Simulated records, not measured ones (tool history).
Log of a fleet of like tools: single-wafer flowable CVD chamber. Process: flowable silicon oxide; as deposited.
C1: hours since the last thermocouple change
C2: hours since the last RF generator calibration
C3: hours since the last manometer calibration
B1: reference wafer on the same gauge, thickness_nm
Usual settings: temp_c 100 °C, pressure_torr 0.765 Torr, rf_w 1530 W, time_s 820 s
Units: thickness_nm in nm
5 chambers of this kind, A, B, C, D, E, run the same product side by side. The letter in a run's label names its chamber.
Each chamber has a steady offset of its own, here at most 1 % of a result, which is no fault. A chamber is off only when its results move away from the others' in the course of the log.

{"run": "1A", "hour": 6.7, "temp_c": 100, "pressure_torr": 0.765, "rf_w": 1530, "time_s": 820, "C1": 1268.0, "C2": 646.3, "C3": 1998.5, "B1": 372.64, "thickness_nm": 435.57}
{"run": "2C", "hour": 18.2, "temp_c": 100, "pressure_torr": 0.765, "rf_w": 1530, "time_s": 820, "C1": 661.9, "C2": 479.7, "C3": 2382.9, "B1": 372.95, "thickness_nm": 435.85}
{"run": "3D", "hour": 30.2, "temp_c": 100, "pressure_torr": 0.765, "rf_w": 1530, "time_s": 820, "C1": 1018.1, "C2": 191.9, "C3": 1005.2, "B1": 372.87, "thickness_nm": 437.02}
{"run": "4B", "hour": 38.8, "temp_c": 100, "pressure_torr": 0.765, "rf_w": 1530, "time_s": 820, "C1": 264.5, "C2": 377.7, "C3": 2278.2, "B1": 373.36, "thickness_nm": 439.96}
{"run": "5E", "hour": 51.2, "temp_c": 113, "pressure_torr": 0.765, "rf_w": 1530, "time_s": 820, "C1": 1561.0, "C2": 791.8, "C3": 737.1, "B1": 373.27, "thickness_nm": 284.21}
{"hour": 54.3, "done": "chamber D: thermocouple changed; heater temperature recalibrated"}
{"run": "6C", "hour": 58.9, "temp_c": 113, "pressure_torr": 0.765, "rf_w": 1530, "time_s": 820, "C1": 702.6, "C2": 520.4, "C3": 2423.6, "B1": 373.0, "thickness_nm": 286.97}
{"run": "7B", "hour": 72.9, "temp_c": 113, "pressure_torr": 0.765, "rf_w": 1530, "time_s": 820, "C1": 298.6, "C2": 411.8, "C3": 2312.3, "B1": 373.11, "thickness_nm": 285.52}
{"hour": 80.8, "done": "chamber B: capacitance manometer re-zeroed and calibrated"}
{"run": "8E", "hour": 88.2, "temp_c": 113, "pressure_torr": 0.765, "rf_w": 1530, "time_s": 820, "C1": 1598.0, "C2": 828.8, "C3": 774.1, "B1": 373.02, "thickness_nm": 286.19}
{"run": "9D", "hour": 100.9, "temp_c": 113, "pressure_torr": 0.765, "rf_w": 1530, "time_s": 820, "C1": 46.6, "C2": 262.6, "C3": 1075.9, "B1": 373.25, "thickness_nm": 286.07}
{"run": "10A", "hour": 114.7, "temp_c": 100, "pressure_torr": 0.765, "rf_w": 1530, "time_s": 820, "C1": 1376.0, "C2": 754.3, "C3": 2106.5, "B1": 373.04, "thickness_nm": 436.38}
{"run": "11C", "hour": 128.2, "temp_c": 100, "pressure_torr": 0.765, "rf_w": 1530, "time_s": 820, "C1": 771.9, "C2": 589.7, "C3": 2492.9, "B1": 373.02, "thickness_nm": 435.38}
{"run": "12A", "hour": 137.8, "temp_c": 100, "pressure_torr": 0.765, "rf_w": 1530, "time_s": 820, "C1": 1399.1, "C2": 777.4, "C3": 2129.6, "B1": 373.29, "thickness_nm": 441.05}
{"run": "13B", "hour": 147.0, "temp_c": 100, "pressure_torr": 0.765, "rf_w": 1530, "time_s": 820, "C1": 372.7, "C2": 485.9, "C3": 66.2, "B1": 373.65, "thickness_nm": 437.4}
{"run": "14E", "hour": 155.6, "temp_c": 100, "pressure_torr": 0.765, "rf_w": 1530, "time_s": 820, "C1": 1665.4, "C2": 896.2, "C3": 841.5, "B1": 373.29, "thickness_nm": 436.51}
{"run": "15D", "hour": 166.6, "temp_c": 100, "pressure_torr": 0.765, "rf_w": 1530, "time_s": 820, "C1": 112.3, "C2": 328.3, "C3": 1141.6, "B1": 372.85, "thickness_nm": 439.87}
{"hour": 178.3, "done": "chamber C: capacitance manometer re-zeroed and calibrated"}
{"run": "16B", "hour": 181.2, "temp_c": 100, "pressure_torr": 0.765, "rf_w": 1285, "time_s": 820, "C1": 406.9, "C2": 520.1, "C3": 100.4, "B1": 373.11, "thickness_nm": 410.66}
{"run": "17C", "hour": 193.2, "temp_c": 100, "pressure_torr": 0.765, "rf_w": 1285, "time_s": 820, "C1": 836.9, "C2": 654.7, "C3": 14.9, "B1": 372.49, "thickness_nm": 415.01}
{"run": "18D", "hour": 206.5, "temp_c": 100, "pressure_torr": 0.765, "rf_w": 1285, "time_s": 820, "C1": 152.2, "C2": 368.2, "C3": 1181.5, "B1": 373.48, "thickness_nm": 410.1}
{"run": "19E", "hour": 217.9, "temp_c": 100, "pressure_torr": 0.765, "rf_w": 1285, "time_s": 820, "C1": 1727.7, "C2": 958.5, "C3": 903.8, "B1": 372.62, "thickness_nm": 409.88}
{"run": "20A", "hour": 228.2, "temp_c": 100, "pressure_torr": 0.765, "rf_w": 1285, "time_s": 820, "C1": 1489.5, "C2": 867.8, "C3": 2220.0, "B1": 372.7, "thickness_nm": 411.09}
{"run": "21E", "hour": 241.8, "temp_c": 100, "pressure_torr": 0.765, "rf_w": 1530, "time_s": 820, "C1": 1751.6, "C2": 982.4, "C3": 927.7, "B1": 372.86, "thickness_nm": 437.6}
{"run": "22C", "hour": 254.4, "temp_c": 100, "pressure_torr": 0.765, "rf_w": 1530, "time_s": 820, "C1": 898.1, "C2": 715.9, "C3": 76.1, "B1": 372.37, "thickness_nm": 436.97}
{"hour": 259.5, "done": "chamber A: thermocouple changed; heater temperature recalibrated"}
{"run": "23A", "hour": 264.3, "temp_c": 100, "pressure_torr": 0.765, "rf_w": 1760, "time_s": 820, "C1": 4.9, "C2": 903.9, "C3": 2256.1, "B1": 373.43, "thickness_nm": 456.06}
{"run": "24B", "hour": 273.6, "temp_c": 100, "pressure_torr": 0.765, "rf_w": 1760, "time_s": 820, "C1": 499.3, "C2": 612.5, "C3": 192.8, "B1": 373.06, "thickness_nm": 453.94}
{"hour": 277.0, "done": "chamber D: capacitance manometer re-zeroed and calibrated"}
{"run": "25D", "hour": 288.7, "temp_c": 100, "pressure_torr": 0.765, "rf_w": 1760, "time_s": 820, "C1": 234.4, "C2": 450.4, "C3": 11.7, "B1": 372.99, "thickness_nm": 454.52}
{"run": "26C", "hour": 296.4, "temp_c": 100, "pressure_torr": 0.765, "rf_w": 1760, "time_s": 820, "C1": 940.1, "C2": 757.9, "C3": 118.1, "B1": 372.78, "thickness_nm": 456.5}
{"run": "27A", "hour": 309.7, "temp_c": 100, "pressure_torr": 0.765, "rf_w": 1760, "time_s": 820, "C1": 50.3, "C2": 949.3, "C3": 2301.5, "B1": 372.86, "thickness_nm": 457.13}
{"run": "28D", "hour": 322.0, "temp_c": 100, "pressure_torr": 0.765, "rf_w": 1530, "time_s": 820, "C1": 267.7, "C2": 483.7, "C3": 45.0, "B1": 373.13, "thickness_nm": 433.78}
{"run": "29E", "hour": 337.0, "temp_c": 100, "pressure_torr": 0.765, "rf_w": 1530, "time_s": 820, "C1": 1846.8, "C2": 1077.6, "C3": 1022.9, "B1": 373.22, "thickness_nm": 436.1}
{"run": "30B", "hour": 345.8, "temp_c": 100, "pressure_torr": 0.765, "rf_w": 1530, "time_s": 820, "C1": 571.5, "C2": 684.7, "C3": 265.0, "B1": 372.97, "thickness_nm": 437.65}
{"hour": 357.9, "done": "chamber C: RF generator calibrated"}
{"run": "31B", "hour": 360.4, "temp_c": 100, "pressure_torr": 0.765, "rf_w": 1530, "time_s": 820, "C1": 586.1, "C2": 699.3, "C3": 279.6, "B1": 372.48, "thickness_nm": 435.68}
{"run": "32C", "hour": 371.2, "temp_c": 100, "pressure_torr": 0.765, "rf_w": 1530, "time_s": 820, "C1": 1014.9, "C2": 13.3, "C3": 192.9, "B1": 373.33, "thickness_nm": 438.31}
{"run": "33E", "hour": 379.2, "temp_c": 100, "pressure_torr": 0.765, "rf_w": 1530, "time_s": 820, "C1": 1889.0, "C2": 1119.8, "C3": 1065.1, "B1": 373.81, "thickness_nm": 433.23}
{"run": "34D", "hour": 386.8, "temp_c": 100, "pressure_torr": 0.765, "rf_w": 1530, "time_s": 820, "C1": 332.5, "C2": 548.5, "C3": 109.8, "B1": 373.1, "thickness_nm": 435.27}
{"run": "35A", "hour": 396.3, "temp_c": 100, "pressure_torr": 0.765, "rf_w": 1530, "time_s": 820, "C1": 136.9, "C2": 1035.9, "C3": 2388.1, "B1": 373.4, "thickness_nm": 438.41}
{"run": "36B", "hour": 410.1, "temp_c": 100, "pressure_torr": 0.765, "rf_w": 1530, "time_s": 820, "C1": 635.8, "C2": 749.0, "C3": 329.3, "B1": 372.81, "thickness_nm": 440.42}

What goes on in this fleet: one chamber off, a drifting gauge, or nothing beyond the chambers' own small offsets? Name the chamber and the cause, if any.

No chamber stands off beyond its own small offset, and the gauge holds steady.

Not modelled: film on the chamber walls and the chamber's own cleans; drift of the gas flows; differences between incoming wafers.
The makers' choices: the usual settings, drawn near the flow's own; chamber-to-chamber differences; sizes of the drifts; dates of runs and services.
